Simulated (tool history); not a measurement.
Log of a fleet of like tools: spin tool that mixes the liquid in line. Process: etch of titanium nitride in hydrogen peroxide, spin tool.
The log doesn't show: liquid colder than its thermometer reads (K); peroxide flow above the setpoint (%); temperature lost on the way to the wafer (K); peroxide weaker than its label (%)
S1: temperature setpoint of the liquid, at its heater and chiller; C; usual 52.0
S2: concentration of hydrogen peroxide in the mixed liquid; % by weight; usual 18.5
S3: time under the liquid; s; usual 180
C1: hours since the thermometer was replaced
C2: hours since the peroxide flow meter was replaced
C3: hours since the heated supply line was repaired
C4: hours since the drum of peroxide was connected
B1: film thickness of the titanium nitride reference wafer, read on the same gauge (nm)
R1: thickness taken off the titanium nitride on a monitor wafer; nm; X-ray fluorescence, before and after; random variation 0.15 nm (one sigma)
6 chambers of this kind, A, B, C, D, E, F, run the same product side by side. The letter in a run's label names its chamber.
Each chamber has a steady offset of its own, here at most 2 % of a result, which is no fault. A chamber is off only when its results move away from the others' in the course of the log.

| run | hour | S1 | S2 | S3 | C1 | C2 | C3 | C4 | B1 | R1 |
|---|---|---|---|---|---|---|---|---|---|---|
| 1A | 10.3 | 52.0 | 18.5 | 180 | 786.0 | 1258.3 | 1207.8 | 747.7 | 50.017 | 16.9080 |
| 2B | 22.1 | 52.0 | 18.5 | 180 | 1111.7 | 1134.3 | 1424.1 | 294.3 | 50.039 | 16.7610 |
| 3E | 31.1 | 52.0 | 18.5 | 180 | 66.4 | 1291.1 | 258.7 | 488.2 | 49.956 | 16.9720 |
| 4D | 38.4 | 52.0 | 18.5 | 180 | 1947.8 | 187.6 | 720.1 | 542.2 | 49.995 | 16.7530 |
| 5F | 47.1 | 52.0 | 18.5 | 180 | 1557.9 | 835.3 | 91.9 | 409.7 | 50.018 | 16.7010 |
| 6C | 62.1 | 52.0 | 18.5 | 180 | 336.2 | 572.7 | 647.6 | 770.0 | 50.022 | 16.7770 |
| 7F | 70.8 | 52.0 | 18.5 | 180 | 1581.6 | 859.0 | 115.6 | 433.4 | 50.005 | 16.6250 |
| 8D | 80.9 | 52.0 | 18.5 | 180 | 1990.3 | 230.1 | 762.6 | 584.7 | 50.003 | 16.5860 |
| 9C | 91.9 | 52.0 | 18.5 | 180 | 366.0 | 602.5 | 677.4 | 799.8 | 50.003 | 16.6950 |
| 10B | 105.0 | 52.0 | 18.5 | 180 | 1194.6 | 1217.2 | 1507.0 | 377.2 | 49.953 | 16.8000 |
| 11E | 113.7 | 52.0 | 18.5 | 180 | 149.0 | 1373.7 | 341.3 | 570.8 | 50.010 | 16.9160 |
| 12A | 125.1 | 52.0 | 18.5 | 180 | 900.8 | 1373.1 | 1322.6 | 862.5 | 49.969 | 16.7590 |
| 13F | 139.0 | 52.0 | 18.5 | 180 | 1649.8 | 927.2 | 183.8 | 501.6 | 50.021 | 16.5550 |
| 14E | 150.3 | 52.0 | 18.5 | 180 | 185.6 | 1410.3 | 377.9 | 607.4 | 49.998 | 16.8880 |
| 15B | 161.9 | 52.0 | 18.5 | 180 | 1251.5 | 1274.1 | 1563.9 | 434.1 | 49.996 | 16.5700 |
|  | 168.1 | chamber B: peroxide flow meter replaced |
| 16C | 174.9 | 52.0 | 18.5 | 180 | 449.0 | 685.5 | 760.4 | 882.8 | 50.007 | 16.1270 |
|  | 180.7 | chamber B: new drum of peroxide connected |
| 17D | 182.5 | 52.0 | 18.5 | 180 | 2091.9 | 331.7 | 864.2 | 686.3 | 49.977 | 16.8320 |
| 18A | 195.3 | 52.0 | 18.5 | 180 | 971.0 | 1443.3 | 1392.8 | 932.7 | 49.965 | 16.6860 |
| 19D | 208.9 | 52.0 | 18.5 | 180 | 2118.3 | 358.1 | 890.6 | 712.7 | 50.002 | 16.6660 |
| 20B | 216.5 | 52.0 | 18.5 | 180 | 1306.1 | 48.4 | 1618.5 | 35.9 | 50.033 | 16.6020 |
| 21A | 226.9 | 52.0 | 18.5 | 180 | 1002.6 | 1474.9 | 1424.4 | 964.3 | 49.981 | 16.9590 |
| 22C | 233.8 | 52.0 | 18.5 | 120 | 507.9 | 744.4 | 819.3 | 941.7 | 50.008 | 10.8800 |
| 23F | 248.1 | 52.0 | 18.5 | 120 | 1758.9 | 1036.3 | 292.9 | 610.7 | 49.967 | 11.1070 |
| 24E | 254.9 | 52.0 | 18.5 | 120 | 290.2 | 1514.9 | 482.5 | 712.0 | 49.992 | 11.1290 |
| 25F | 267.7 | 52.0 | 18.5 | 120 | 1778.5 | 1055.9 | 312.5 | 630.3 | 50.014 | 11.0330 |
|  | 270.8 | chamber A: new drum of peroxide connected |
| 26B | 279.6 | 52.0 | 18.5 | 120 | 1369.2 | 111.5 | 1681.6 | 99.0 | 50.032 | 11.2370 |
|  | 290.0 | chamber B: thermometer replaced |
| 27E | 291.3 | 52.0 | 18.5 | 120 | 326.6 | 1551.3 | 518.9 | 748.4 | 49.989 | 11.4220 |
| 28D | 304.0 | 45.5 | 14.0 | 180 | 2213.4 | 453.2 | 985.7 | 807.8 | 49.960 | 9.7580 |
| 29A | 311.6 | 45.5 | 14.0 | 180 | 1087.3 | 1559.6 | 1509.1 | 40.8 | 50.012 | 9.8763 |
| 30C | 324.5 | 45.5 | 14.0 | 180 | 598.6 | 835.1 | 910.0 | 1032.4 | 50.018 | 9.0867 |
| 31E | 335.5 | 45.5 | 14.0 | 180 | 370.8 | 1595.5 | 563.1 | 792.6 | 49.979 | 9.8121 |
| 32B | 345.4 | 45.5 | 14.0 | 180 | 55.5 | 177.3 | 1747.4 | 164.8 | 50.033 | 9.7269 |
| 33D | 352.8 | 45.5 | 14.0 | 180 | 2262.2 | 502.0 | 1034.5 | 856.6 | 49.985 | 9.7135 |
| 34C | 360.9 | 52.0 | 18.5 | 180 | 635.0 | 871.5 | 946.4 | 1068.8 | 49.986 | 15.4990 |
|  | 366.1 | chamber A: peroxide flow meter replaced |
| 35A | 373.2 | 52.0 | 18.5 | 180 | 1148.9 | 7.2 | 1570.7 | 102.4 | 49.985 | 16.7750 |
| 36F | 388.6 | 52.0 | 18.5 | 180 | 1899.4 | 1176.8 | 433.4 | 751.2 | 49.976 | 16.6980 |
| 37F | 395.5 | 61.0 | 18.5 | 180 | 1906.3 | 1183.7 | 440.3 | 758.1 | 49.984 | 31.1210 |
|  | 403.4 | chamber C: heated supply line repaired |
| 38E | 406.5 | 61.0 | 18.5 | 180 | 441.8 | 1666.5 | 634.1 | 863.6 | 50.010 | 31.4630 |
| 39D | 419.9 | 61.0 | 18.5 | 180 | 2329.3 | 569.1 | 1101.6 | 923.7 | 49.977 | 31.6780 |
| 40B | 432.7 | 61.0 | 18.5 | 180 | 142.8 | 264.6 | 1834.7 | 252.1 | 50.008 | 30.7960 |
| 41C | 446.0 | 61.0 | 18.5 | 180 | 720.1 | 956.6 | 42.7 | 1153.9 | 49.995 | 28.9150 |
| 42A | 455.1 | 61.0 | 18.5 | 180 | 1230.8 | 89.1 | 1652.6 | 184.3 | 50.019 | 32.0410 |
| 43C | 469.1 | 52.0 | 18.5 | 180 | 743.2 | 979.7 | 65.8 | 1177.0 | 50.002 | 15.2650 |
| 44A | 477.7 | 52.0 | 18.5 | 180 | 1253.4 | 111.7 | 1675.2 | 206.9 | 50.013 | 17.1750 |

All 6 chambers run these settings next. Forecast each chamber's results:
| 45A | 489.0 | 48.5 | 18.5 | 180 |  |  |  |  |  | ? |
| 45B | 489.0 | 48.5 | 18.5 | 180 |  |  |  |  |  | ? |
| 45C | 489.0 | 48.5 | 18.5 | 180 |  |  |  |  |  | ? |
| 45D | 489.0 | 48.5 | 18.5 | 180 |  |  |  |  |  | ? |
| 45E | 489.0 | 48.5 | 18.5 | 180 |  |  |  |  |  | ? |
| 45F | 489.0 | 48.5 | 18.5 | 180 |  |  |  |  |  | ? |

| run | R1 |
|---|---|
| 45A | 13.2040 |
| 45B | 13.1690 |
| 45C | 11.7650 |
| 45D | 12.9000 |
| 45E | 13.0370 |
| 45F | 12.9610 |
